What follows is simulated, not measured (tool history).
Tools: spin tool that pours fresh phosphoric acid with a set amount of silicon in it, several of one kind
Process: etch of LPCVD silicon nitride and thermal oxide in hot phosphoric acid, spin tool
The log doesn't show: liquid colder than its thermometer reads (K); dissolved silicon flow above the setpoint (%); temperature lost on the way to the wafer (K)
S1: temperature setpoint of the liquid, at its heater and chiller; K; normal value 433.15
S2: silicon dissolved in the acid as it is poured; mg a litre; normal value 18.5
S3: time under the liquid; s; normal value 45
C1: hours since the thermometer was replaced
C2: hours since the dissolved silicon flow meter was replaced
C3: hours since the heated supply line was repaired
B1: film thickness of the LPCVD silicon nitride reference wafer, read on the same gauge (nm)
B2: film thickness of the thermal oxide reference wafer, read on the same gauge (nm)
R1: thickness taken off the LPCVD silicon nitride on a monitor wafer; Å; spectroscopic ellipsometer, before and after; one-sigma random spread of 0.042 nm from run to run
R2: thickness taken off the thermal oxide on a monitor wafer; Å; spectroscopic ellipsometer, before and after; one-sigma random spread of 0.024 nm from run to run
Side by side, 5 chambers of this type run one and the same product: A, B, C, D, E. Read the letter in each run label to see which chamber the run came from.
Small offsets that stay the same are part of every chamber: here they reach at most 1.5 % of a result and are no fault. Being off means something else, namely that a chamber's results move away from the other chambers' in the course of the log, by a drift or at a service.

Run 1A, hour 5.8: usual settings; C1 726.5; C2 324.4; C3 797.2; B1 110.04; B2 69.998. Result: R1 42.119 Å, R2 0.096508 Å.
Run 2E, hour 10.8: usual settings; C1 1115.9; C2 462.2; C3 561.5; B1 110.01; B2 69.999. Result: R1 41.600 Å, R2 0.466920 Å.
Run 3B, hour 20.6: usual settings; C1 2359.7; C2 1008.3; C3 709.7; B1 109.97; B2 70.011. Result: R1 41.759 Å, R2 0.636330 Å.
Run 4D, hour 27.9: usual settings; C1 1325.1; C2 585.1; C3 2753.7; B1 110.00; B2 70.001. Result: R1 42.062 Å, R2 1.087600 Å.
Run 5C, hour 36.5: usual settings; C1 146.2; C2 1986.8; C3 990.5; B1 109.98; B2 69.996. Result: R1 42.463 Å, R2 0.772990 Å.
Run 6A, hour 46.1: usual settings; C1 766.8; C2 364.7; C3 837.5; B1 110.00; B2 70.001. Result: R1 41.874 Å, R2 0.800290 Å.
Run 7E, hour 55.8: usual settings; C1 1160.9; C2 507.2; C3 606.5; B1 109.99; B2 70.011. Result: R1 42.979 Å, R2 0.448110 Å.
Run 8D, hour 62.3: usual settings; C1 1359.5; C2 619.5; C3 2788.1; B1 110.00; B2 70.017. Result: R1 41.761 Å, R2 0.979950 Å.
Run 9C, hour 70.8: usual settings; C1 180.5; C2 2021.1; C3 1024.8; B1 109.96; B2 69.994. Result: R1 41.686 Å, R2 0.490500 Å.
Run 10B, hour 78.5: usual settings; C1 2417.6; C2 1066.2; C3 767.6; B1 109.99; B2 70.006. Result: R1 40.799 Å, R2 0.538400 Å.
Run 11A, hour 85.2: usual settings but S1 435.15 K; C1 805.9; C2 403.8; C3 876.6; B1 110.01; B2 69.996. Result: R1 44.842 Å, R2 1.546500 Å.
Run 12C, hour 94.0: usual settings but S1 435.15 K; C1 203.7; C2 2044.3; C3 1048.0; B1 109.99; B2 70.011. Result: R1 45.053 Å, R2 1.064300 Å.
Run 13B, hour 101.0: usual settings but S1 435.15 K; C1 2440.1; C2 1088.7; C3 790.1; B1 109.98; B2 70.009. Result: R1 44.591 Å, R2 0.578060 Å.
Run 14D, hour 107.6: usual settings but S1 435.15 K; C1 1404.8; C2 664.8; C3 2833.4; B1 110.01; B2 70.007. Result: R1 44.539 Å, R2 1.014500 Å.
At hour 109.2: chamber E: dissolved silicon flow meter replaced.
Run 15E, hour 115.7: usual settings but S1 435.15 K; C1 1220.8; C2 6.6; C3 666.4; B1 110.00; B2 69.996. Result: R1 44.553 Å, R2 0.640030 Å.
Run 16D, hour 123.3: usual settings; C1 1420.5; C2 680.5; C3 2849.1; B1 109.97; B2 69.999. Result: R1 41.639 Å, R2 0.983030 Å.
Run 17B, hour 133.3: usual settings; C1 2472.4; C2 1121.0; C3 822.4; B1 110.01; B2 70.006. Result: R1 42.155 Å, R2 0.646030 Å.
Run 18C, hour 142.8: usual settings; C1 252.5; C2 2093.1; C3 1096.8; B1 109.99; B2 69.987. Result: R1 42.030 Å, R2 1.135800 Å.
Run 19A, hour 150.8: usual settings; C1 871.5; C2 469.4; C3 942.2; B1 110.00; B2 70.006. Result: R1 41.343 Å, R2 1.155300 Å.
Run 20E, hour 156.4: usual settings; C1 1261.5; C2 47.3; C3 707.1; B1 110.00; B2 69.993. Result: R1 42.438 Å, R2 0.865010 Å.
Run 21E, hour 162.3: usual settings; C1 1267.4; C2 53.2; C3 713.0; B1 109.97; B2 69.998. Result: R1 41.750 Å, R2 1.132300 Å.
Run 22D, hour 169.5: usual settings but S2 31.5 mg a litre; C1 1466.7; C2 726.7; C3 2895.3; B1 109.99; B2 69.985. Result: R1 41.916 Å, R2 0.649940 Å.
Run 23C, hour 177.4: usual settings but S2 31.5 mg a litre; C1 287.1; C2 2127.7; C3 1131.4; B1 110.03; B2 70.000. Result: R1 40.988 Å, R2 0.641210 Å.
Run 24A, hour 184.0: usual settings but S2 31.5 mg a litre; C1 904.7; C2 502.6; C3 975.4; B1 109.99; B2 70.004. Result: R1 41.794 Å, R2 0.645450 Å.
Run 25B, hour 192.2: usual settings but S2 31.5 mg a litre; C1 2531.3; C2 1179.9; C3 881.3; B1 110.00; B2 69.999. Result: R1 40.765 Å, R2 0.404210 Å.
Run 26D, hour 201.7: usual settings but S2 31.5 mg a litre; C1 1498.9; C2 758.9; C3 2927.5; B1 110.01; B2 70.003. Result: R1 41.795 Å, R2 0.696960 Å.
Run 27B, hour 207.8: usual settings but S2 11.5 mg a litre, S3 65 s; C1 2546.9; C2 1195.5; C3 896.9; B1 110.02; B2 69.998. Result: R1 59.874 Å, R2 1.220700 Å.
Run 28E, hour 217.5: usual settings but S2 11.5 mg a litre, S3 65 s; C1 1322.6; C2 108.4; C3 768.2; B1 109.99; B2 70.013. Result: R1 59.296 Å, R2 1.404000 Å.
Run 29C, hour 225.0: usual settings but S2 11.5 mg a litre, S3 65 s; C1 334.7; C2 2175.3; C3 1179.0; B1 110.00; B2 70.011. Result: R1 61.577 Å, R2 1.084200 Å.
Run 30A, hour 230.3: usual settings but S2 11.5 mg a litre, S3 65 s; C1 951.0; C2 548.9; C3 1021.7; B1 110.03; B2 69.990. Result: R1 59.417 Å, R2 1.682800 Å.
Run 31D, hour 238.7: usual settings but S2 11.5 mg a litre, S3 65 s; C1 1535.9; C2 795.9; C3 2964.5; B1 109.99; B2 69.988. Result: R1 61.576 Å, R2 1.711000 Å.
Run 32E, hour 243.3: usual settings; C1 1348.4; C2 134.2; C3 794.0; B1 110.01; B2 69.997. Result: R1 42.673 Å, R2 0.853210 Å.
Run 33A, hour 248.9: usual settings; C1 969.6; C2 567.5; C3 1040.3; B1 110.00; B2 70.023. Result: R1 40.887 Å, R2 1.228200 Å.
At hour 254.1: chamber A: thermometer replaced.
Run 34B, hour 255.4: usual settings; C1 2594.5; C2 1243.1; C3 944.5; B1 110.02; B2 69.998. Result: R1 41.276 Å, R2 0.539760 Å.
Run 35C, hour 262.5: usual settings; C1 372.2; C2 2212.8; C3 1216.5; B1 109.99; B2 69.995. Result: R1 41.678 Å, R2 1.104000 Å.
Run 36A, hour 267.4: usual settings but S2 28.0 mg a litre, S3 25 s; C1 13.4; C2 586.0; C3 1058.8; B1 110.01; B2 70.014. Result: R1 23.151 Å, R2 0.334580 Å.
Run 37C, hour 272.2: usual settings but S2 28.0 mg a litre, S3 25 s; C1 381.9; C2 2222.5; C3 1226.2; B1 109.99; B2 70.002. Result: R1 23.010 Å, R2 0.238600 Å.
Run 38D, hour 279.9: usual settings but S2 28.0 mg a litre, S3 25 s; C1 1577.1; C2 837.1; C3 3005.7; B1 109.98; B2 69.991. Result: R1 23.503 Å, R2 0.365310 Å.
Run 39E, hour 288.7: usual settings but S2 28.0 mg a litre, S3 25 s; C1 1393.8; C2 179.6; C3 839.4; B1 110.02; B2 70.029. Result: R1 23.284 Å, R2 0.296420 Å.

Next, every chamber runs the same settings. What will each give?
Run 40A, hour 295.9: usual settings but S2 13.0 mg a litre. Result: R1 ?, R2 ?.
Run 40B, hour 295.9: usual settings but S2 13.0 mg a litre. Result: R1 ?, R2 ?.
Run 40C, hour 295.9: usual settings but S2 13.0 mg a litre. Result: R1 ?, R2 ?.
Run 40D, hour 295.9: usual settings but S2 13.0 mg a litre. Result: R1 ?, R2 ?.
Run 40E, hour 295.9: usual settings but S2 13.0 mg a litre. Result: R1 ?, R2 ?.

run      R1        R2
40A  41.792  0.813740
40B  41.498  0.857310
40C  41.967  0.954340
40D  41.434  0.917020
40E  41.753  0.755680
